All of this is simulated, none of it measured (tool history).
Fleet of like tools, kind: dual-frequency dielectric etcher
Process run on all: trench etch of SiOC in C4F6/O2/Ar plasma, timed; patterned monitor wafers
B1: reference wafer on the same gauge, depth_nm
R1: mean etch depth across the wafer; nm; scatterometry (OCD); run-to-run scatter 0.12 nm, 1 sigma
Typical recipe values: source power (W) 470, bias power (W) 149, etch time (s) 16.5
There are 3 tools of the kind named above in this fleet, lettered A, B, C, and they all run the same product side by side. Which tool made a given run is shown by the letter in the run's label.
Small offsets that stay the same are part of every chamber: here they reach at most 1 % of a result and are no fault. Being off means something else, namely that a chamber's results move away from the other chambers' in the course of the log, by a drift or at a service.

{"run": "1B", "day": 0.283, "source power (W)": 470, "bias power (W)": 149, "etch time (s)": 16.5, "B1": 38.246, "R1": 34.033}
{"run": "2A", "day": 0.721, "source power (W)": 470, "bias power (W)": 149, "etch time (s)": 16.5, "B1": 38.333, "R1": 34.413}
{"run": "3C", "day": 1.192, "source power (W)": 470, "bias power (W)": 149, "etch time (s)": 16.5, "B1": 38.274, "R1": 34.407}
{"run": "4A", "day": 1.558, "source power (W)": 470, "bias power (W)": 149, "etch time (s)": 16.5, "B1": 38.315, "R1": 34.414}
{"run": "5B", "day": 2.008, "source power (W)": 470, "bias power (W)": 177, "etch time (s)": 19.5, "B1": 38.296, "R1": 42.136}
{"run": "6C", "day": 2.308, "source power (W)": 470, "bias power (W)": 177, "etch time (s)": 19.5, "B1": 38.317, "R1": 42.656}
{"run": "7A", "day": 2.542, "source power (W)": 470, "bias power (W)": 177, "etch time (s)": 19.5, "B1": 38.291, "R1": 42.993}
{"run": "8C", "day": 2.933, "source power (W)": 470, "bias power (W)": 149, "etch time (s)": 16.5, "B1": 38.334, "R1": 34.318}
{"run": "9B", "day": 3.404, "source power (W)": 410, "bias power (W)": 163, "etch time (s)": 16.5, "B1": 38.292, "R1": 33.25}
{"run": "10B", "day": 3.804, "source power (W)": 410, "bias power (W)": 163, "etch time (s)": 16.5, "B1": 38.328, "R1": 33.096}
{"run": "11A", "day": 4.308, "source power (W)": 410, "bias power (W)": 163, "etch time (s)": 16.5, "B1": 38.29, "R1": 33.581}
{"run": "12C", "day": 4.733, "source power (W)": 470, "bias power (W)": 149, "etch time (s)": 16.5, "B1": 38.257, "R1": 34.265}
{"day": 5.121, "done": "chamber B: wet clean of the chamber"}
{"run": "13C", "day": 5.204, "source power (W)": 470, "bias power (W)": 149, "etch time (s)": 16.5, "B1": 38.299, "R1": 34.273}
{"run": "14A", "day": 5.492, "source power (W)": 470, "bias power (W)": 149, "etch time (s)": 16.5, "B1": 38.288, "R1": 34.422}
{"run": "15B", "day": 5.975, "source power (W)": 560, "bias power (W)": 149, "etch time (s)": 14.5, "B1": 38.295, "R1": 32.134}
{"run": "16A", "day": 6.238, "source power (W)": 560, "bias power (W)": 149, "etch time (s)": 14.5, "B1": 38.272, "R1": 32.432}
{"run": "17B", "day": 6.471, "source power (W)": 560, "bias power (W)": 149, "etch time (s)": 14.5, "B1": 38.287, "R1": 32.069}
{"run": "18C", "day": 6.954, "source power (W)": 470, "bias power (W)": 149, "etch time (s)": 16.5, "B1": 38.328, "R1": 34.109}
{"run": "19C", "day": 7.388, "source power (W)": 470, "bias power (W)": 149, "etch time (s)": 16.5, "B1": 38.291, "R1": 34.504}
{"run": "20B", "day": 7.783, "source power (W)": 470, "bias power (W)": 149, "etch time (s)": 16.5, "B1": 38.304, "R1": 34.008}
{"run": "21A", "day": 8.112, "source power (W)": 470, "bias power (W)": 180, "etch time (s)": 16.5, "B1": 38.297, "R1": 36.504}
{"run": "22A", "day": 8.421, "source power (W)": 470, "bias power (W)": 180, "etch time (s)": 16.5, "B1": 38.345, "R1": 36.617}
{"run": "23B", "day": 8.654, "source power (W)": 470, "bias power (W)": 180, "etch time (s)": 16.5, "B1": 38.263, "R1": 36.126}
{"run": "24C", "day": 9.146, "source power (W)": 560, "bias power (W)": 137, "etch time (s)": 16.5, "B1": 38.301, "R1": 35.756}
{"run": "25A", "day": 9.396, "source power (W)": 560, "bias power (W)": 137, "etch time (s)": 16.5, "B1": 38.271, "R1": 35.91}
{"run": "26B", "day": 9.679, "source power (W)": 560, "bias power (W)": 137, "etch time (s)": 16.5, "B1": 38.318, "R1": 35.711}

Predict what each chamber gives when all 3 of them run the settings below next.
{"run": "27A", "day": 10.05, "source power (W)": 470, "bias power (W)": 128, "etch time (s)": 16.5, "R1": "?"}
{"run": "27B", "day": 10.05, "source power (W)": 470, "bias power (W)": 128, "etch time (s)": 16.5, "R1": "?"}
{"run": "27C", "day": 10.05, "source power (W)": 470, "bias power (W)": 128, "etch time (s)": 16.5, "R1": "?"}

run=27A R1=32.913
run=27B R1=32.559
run=27C R1=32.833
